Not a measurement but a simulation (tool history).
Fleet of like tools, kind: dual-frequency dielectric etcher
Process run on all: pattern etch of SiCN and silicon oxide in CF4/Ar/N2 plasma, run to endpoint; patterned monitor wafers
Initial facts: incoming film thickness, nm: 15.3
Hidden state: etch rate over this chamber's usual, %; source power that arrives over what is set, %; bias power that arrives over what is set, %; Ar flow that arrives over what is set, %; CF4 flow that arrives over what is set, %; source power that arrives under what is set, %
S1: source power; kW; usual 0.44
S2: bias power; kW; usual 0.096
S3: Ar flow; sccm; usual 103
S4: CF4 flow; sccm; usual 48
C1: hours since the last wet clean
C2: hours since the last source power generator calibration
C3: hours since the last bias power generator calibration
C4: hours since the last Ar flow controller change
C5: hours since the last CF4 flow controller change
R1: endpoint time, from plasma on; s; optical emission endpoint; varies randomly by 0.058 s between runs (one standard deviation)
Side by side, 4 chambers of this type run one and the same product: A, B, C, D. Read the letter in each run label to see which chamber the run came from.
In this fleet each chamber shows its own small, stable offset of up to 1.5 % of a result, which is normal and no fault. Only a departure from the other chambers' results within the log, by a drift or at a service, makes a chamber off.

| run | hour | S1 | S2 | S3 | S4 | C1 | C2 | C3 | C4 | C5 | R1 |
|---|---|---|---|---|---|---|---|---|---|---|---|
| 1D | 6.5 | 0.44 | 0.096 | 103 | 48 | 124.9 | 1348.3 | 413.2 | 2579.1 | 278.3 | 17.513 |
| 2A | 16 | 0.44 | 0.096 | 103 | 48 | 394.8 | 987.3 | 698 | 5017.9 | 1906.5 | 17.117 |
| 3C | 24.8 | 0.44 | 0.096 | 103 | 48 | 691.6 | 1524.3 | 2662.2 | 2236.6 | 1329.3 | 17.408 |
|  | 26.3 | chamber C: wet clean of the chamber |
| 4B | 33.5 | 0.44 | 0.096 | 103 | 48 | 176.2 | 1659.4 | 169.6 | 342.4 | 1102.4 | 17.556 |
| 5B | 42.3 | 0.44 | 0.096 | 103 | 48 | 185 | 1668.2 | 178.4 | 351.2 | 1111.2 | 17.399 |
| 6A | 49.4 | 0.44 | 0.096 | 103 | 48 | 428.2 | 1020.7 | 731.4 | 5051.3 | 1939.9 | 17.266 |
| 7C | 61 | 0.44 | 0.096 | 103 | 48 | 34.7 | 1560.5 | 2698.4 | 2272.8 | 1365.5 | 17.449 |
| 8D | 67.8 | 0.44 | 0.096 | 103 | 48 | 186.2 | 1409.6 | 474.5 | 2640.4 | 339.6 | 17.411 |
| 9B | 75.4 | 0.44 | 0.096 | 103 | 48 | 218.1 | 1701.3 | 211.5 | 384.3 | 1144.3 | 17.573 |
| 10A | 83 | 0.44 | 0.096 | 103 | 48 | 461.8 | 1054.3 | 765 | 5084.9 | 1973.5 | 17.083 |
| 11D | 88.4 | 0.44 | 0.096 | 103 | 48 | 206.8 | 1430.2 | 495.1 | 2661 | 360.2 | 17.482 |
| 12C | 96.6 | 0.44 | 0.088 | 103 | 48 | 70.3 | 1596.1 | 2734 | 2308.4 | 1401.1 | 18.008 |
| 13A | 105.2 | 0.44 | 0.088 | 103 | 48 | 484 | 1076.5 | 787.2 | 5107.1 | 1995.7 | 17.739 |
| 14B | 113 | 0.44 | 0.088 | 103 | 48 | 255.7 | 1738.9 | 249.1 | 421.9 | 1181.9 | 18.096 |
| 15C | 118.6 | 0.44 | 0.088 | 103 | 48 | 92.3 | 1618.1 | 2756 | 2330.4 | 1423.1 | 18.019 |
|  | 122.9 | chamber A: wet clean of the chamber |
| 16D | 125.1 | 0.44 | 0.096 | 103 | 48 | 243.5 | 1466.9 | 531.8 | 2697.7 | 396.9 | 17.499 |
| 17B | 135.9 | 0.44 | 0.096 | 103 | 48 | 278.6 | 1761.8 | 272 | 444.8 | 1204.8 | 17.504 |
|  | 136.9 | chamber C: source power generator calibrated |
| 18A | 142.6 | 0.44 | 0.096 | 103 | 48 | 19.7 | 1113.9 | 824.6 | 5144.5 | 2033.1 | 17.213 |
| 19D | 153.7 | 0.44 | 0.096 | 103 | 48 | 272.1 | 1495.5 | 560.4 | 2726.3 | 425.5 | 17.395 |
| 20C | 165.4 | 0.44 | 0.096 | 103 | 48 | 139.1 | 28.6 | 2802.8 | 2377.2 | 1469.9 | 18.078 |
| 21C | 171.1 | 0.44 | 0.096 | 103 | 48 | 144.8 | 34.3 | 2808.5 | 2382.9 | 1475.6 | 18.174 |
| 22B | 176.4 | 0.44 | 0.074 | 103 | 48 | 319.1 | 1802.3 | 312.5 | 485.3 | 1245.3 | 19.329 |
| 23A | 182.6 | 0.44 | 0.074 | 103 | 48 | 59.7 | 1153.9 | 864.6 | 5184.5 | 2073.1 | 19.083 |
| 24D | 188.8 | 0.44 | 0.074 | 103 | 48 | 307.2 | 1530.6 | 595.5 | 2761.4 | 460.6 | 19.137 |
| 25A | 197.6 | 0.44 | 0.074 | 103 | 48 | 74.7 | 1168.9 | 879.6 | 5199.5 | 2088.1 | 18.985 |
| 26D | 203.5 | 0.44 | 0.111 | 116 | 48 | 321.9 | 1545.3 | 610.2 | 2776.1 | 475.3 | 16.823 |
| 27B | 211.7 | 0.44 | 0.111 | 116 | 48 | 354.4 | 1837.6 | 347.8 | 520.6 | 1280.6 | 16.872 |
| 28C | 217 | 0.44 | 0.111 | 116 | 48 | 190.7 | 80.2 | 2854.4 | 2428.8 | 1521.5 | 17.449 |
| 29A | 222.3 | 0.44 | 0.111 | 116 | 48 | 99.4 | 1193.6 | 904.3 | 5224.2 | 2112.8 | 16.524 |
| 30C | 231.4 | 0.44 | 0.096 | 103 | 48 | 205.1 | 94.6 | 2868.8 | 2443.2 | 1535.9 | 18.084 |
| 31B | 243.1 | 0.44 | 0.096 | 103 | 48 | 385.8 | 1869 | 379.2 | 552 | 1312 | 17.523 |
| 32D | 248.3 | 0.44 | 0.096 | 103 | 48 | 366.7 | 1590.1 | 655 | 2820.9 | 520.1 | 17.492 |
| 33A | 254.7 | 0.44 | 0.096 | 103 | 48 | 131.8 | 1226 | 936.7 | 5256.6 | 2145.2 | 17.221 |
| 34C | 265.2 | 0.44 | 0.096 | 103 | 48 | 238.9 | 128.4 | 2902.6 | 2477 | 1569.7 | 18.189 |
| 35B | 273 | 0.44 | 0.096 | 103 | 48 | 415.7 | 1898.9 | 409.1 | 581.9 | 1341.9 | 17.542 |
| 36D | 283.4 | 0.44 | 0.096 | 126 | 48 | 401.8 | 1625.2 | 690.1 | 2856 | 555.2 | 17.987 |
|  | 288.7 | chamber B: wet clean of the chamber |
| 37B | 291.3 | 0.44 | 0.096 | 126 | 48 | 2.7 | 1917.2 | 427.4 | 600.2 | 1360.2 | 18.167 |

All 4 chambers run these settings next. Forecast each chamber's results:
| 38A | 300 | 0.44 | 0.096 | 103 | 48 |  |  |  |  |  | ? |
| 38B | 300 | 0.44 | 0.096 | 103 | 48 |  |  |  |  |  | ? |
| 38C | 300 | 0.44 | 0.096 | 103 | 48 |  |  |  |  |  | ? |
| 38D | 300 | 0.44 | 0.096 | 103 | 48 |  |  |  |  |  | ? |

| run | R1 |
|---|---|
| 38A | 17.198 |
| 38B | 17.501 |
| 38C | 18.052 |
| 38D | 17.455 |
